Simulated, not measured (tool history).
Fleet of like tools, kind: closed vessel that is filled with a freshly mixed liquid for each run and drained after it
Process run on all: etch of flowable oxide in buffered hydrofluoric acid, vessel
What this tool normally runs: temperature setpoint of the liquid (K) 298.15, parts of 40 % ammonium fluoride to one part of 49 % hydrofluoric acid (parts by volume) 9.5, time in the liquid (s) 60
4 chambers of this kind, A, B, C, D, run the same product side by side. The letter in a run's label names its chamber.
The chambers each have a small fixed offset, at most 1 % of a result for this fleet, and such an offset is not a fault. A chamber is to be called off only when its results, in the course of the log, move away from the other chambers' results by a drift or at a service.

run	day	temperature setpoint of the liquid (K)	parts of 40 % ammonium fluoride to one part of 49 % hydrofluoric acid (parts by volume)	time in the liquid (s)	hours since the thermometer was replaced	hours since the hydrofluoric acid flow meter was replaced	read-back film thickness of the flowable oxide reference wafer, read on the same gauge (nm)	thickness taken off the flowable oxide on a monitor wafer (Å)
1C	0.546	298.15	9.5	60	913.6	1281.2	90.047	3468.6
2B	1.092	298.15	9.5	60	1145.8	725.8	90.023	3400.7
3A	1.396	298.15	9.5	60	1029.7	254.9	90.017	3432.0
4D	1.983	298.15	9.5	60	1279.2	226.0	89.995	3451.1
5B	2.425	298.15	9.5	60	1177.8	757.8	90.039	3442.2
6A	2.700	298.15	9.5	60	1061.0	286.2	89.987	3459.8
7C	3.125	298.15	9.5	60	975.5	1343.1	89.995	3485.1
8D	3.700	298.15	9.5	60	1320.4	267.2	90.022	3482.1
9D	4.175	298.15	9.5	60	1331.8	278.6	89.971	3461.7
10C	4.550	302.15	9.5	60	1009.7	1377.3	90.005	4257.1
11A	4.958	302.15	9.5	60	1115.2	340.4	90.009	4242.5
12B	5.408	302.15	9.5	60	1249.4	829.4	89.950	4270.7
13B	5.900	302.15	9.5	60	1261.2	841.2	90.030	4282.5
14D	6.312	298.15	9.5	60	1383.1	329.9	89.974	3450.1
15C	6.617	293.65	9.5	60	1059.3	1426.9	89.956	2705.7
16A	6.883	293.65	9.5	60	1161.4	386.6	90.039	2659.0
17C	7.296	293.65	9.5	60	1075.6	1443.2	90.016	2731.6
18D	7.550	293.65	9.5	60	1412.8	359.6	89.996	2708.3
19A	8.088	298.15	9.5	60	1190.3	415.5	89.969	3434.6
20B	8.629	298.15	9.5	60	1326.7	906.7	90.004	3463.9
21A	9.046	298.15	9.5	60	1213.3	438.5	89.976	3423.6
22D	9.421	298.15	9.5	60	1457.7	404.5	90.027	3462.0
23C	9.829	298.15	10.5	60	1136.4	1504.0	90.007	3200.8
24B	10.292	298.15	10.5	60	1366.6	946.6	90.001	3214.3
25D	10.875	298.15	10.5	60	1492.6	439.4	89.970	3191.3
26A	11.296	298.15	10.5	60	1267.3	492.5	90.031	3174.5
# day 11.400: chamber C: hydrofluoric acid flow meter replaced
27C	11.758	298.15	9.5	60	1182.7	8.7	90.014	3418.2
28B	12.242	298.15	9.5	60	1413.4	993.4	89.979	3503.4
29C	12.808	298.15	9.5	60	1207.9	33.9	90.013	3467.1
30A	13.300	298.15	9.5	60	1315.4	540.6	89.994	3430.3
31B	13.717	298.15	9.5	60	1448.8	1028.8	89.978	3557.4
32D	14.112	298.15	9.5	60	1570.3	517.1	90.022	3480.0
33C	14.633	298.15	9.5	60	1251.7	77.7	90.023	3460.3
34D	15.133	298.15	9.5	60	1594.8	541.6	89.988	3461.5
35B	15.488	293.65	11.5	60	1491.3	1071.3	89.988	2383.8
36A	15.783	293.65	11.5	60	1375.0	600.2	89.983	2269.3
# day 16.246: chamber D: hydrofluoric acid flow meter replaced
37D	16.288	293.65	11.5	60	1622.5	1.1	89.990	2267.5
38A	16.671	293.65	11.5	60	1396.3	621.5	89.988	2266.4
39B	17.171	298.15	9.5	60	1531.7	1111.7	90.013	3586.9
40C	17.433	298.15	9.5	60	1318.9	144.9	90.010	3460.1
41A	17.954	298.15	9.5	60	1427.1	652.3	89.967	3439.3
42B	18.446	294.65	13.5	60	1562.3	1142.3	90.000	2190.1
43D	19.000	294.65	13.5	60	1687.6	66.2	90.027	2056.9
44C	19.592	294.65	13.5	60	1370.7	196.7	90.014	2060.3

Does one chamber stand apart from the rest, does the shared gauge drift, or is all well apart from small per-chamber offsets? Give the chamber and the most likely cause, where there is one.

Little by little, chamber B moves away from the other chambers.
Most likely cause: hydrofluoric acid flow above the setpoint (%) = 7.76.
It could be hard to tell apart here from: liquid hotter than its thermometer reads (K).

Here are 4 candidates for chamber B's next run, each the usual settings with a change, their results left as question marks. Which one brings its results back in line with what the others give on the usual settings?
Counts as in line when no further than this from what the other chambers average on the usual settings: thickness taken off the flowable oxide on a monitor wafer (Å) 54.0
45B-1	20.017	297.65	9.5	60				?
45B-2	20.017	297.15	9.5	60				?
45B-3	20.017	299.15	9.5	60				?
45B-4	20.017	298.65	9.5	60				?

On the usual settings, the other chambers give on average: thickness taken off the flowable oxide on a monitor wafer (Å) 3448.2
run	thickness taken off the flowable oxide on a monitor wafer (Å)
45B-1	3541.4
45B-2	3446.3
45B-3	3846.7
45B-4	3742.5
45B-2 brings the chamber back in line.
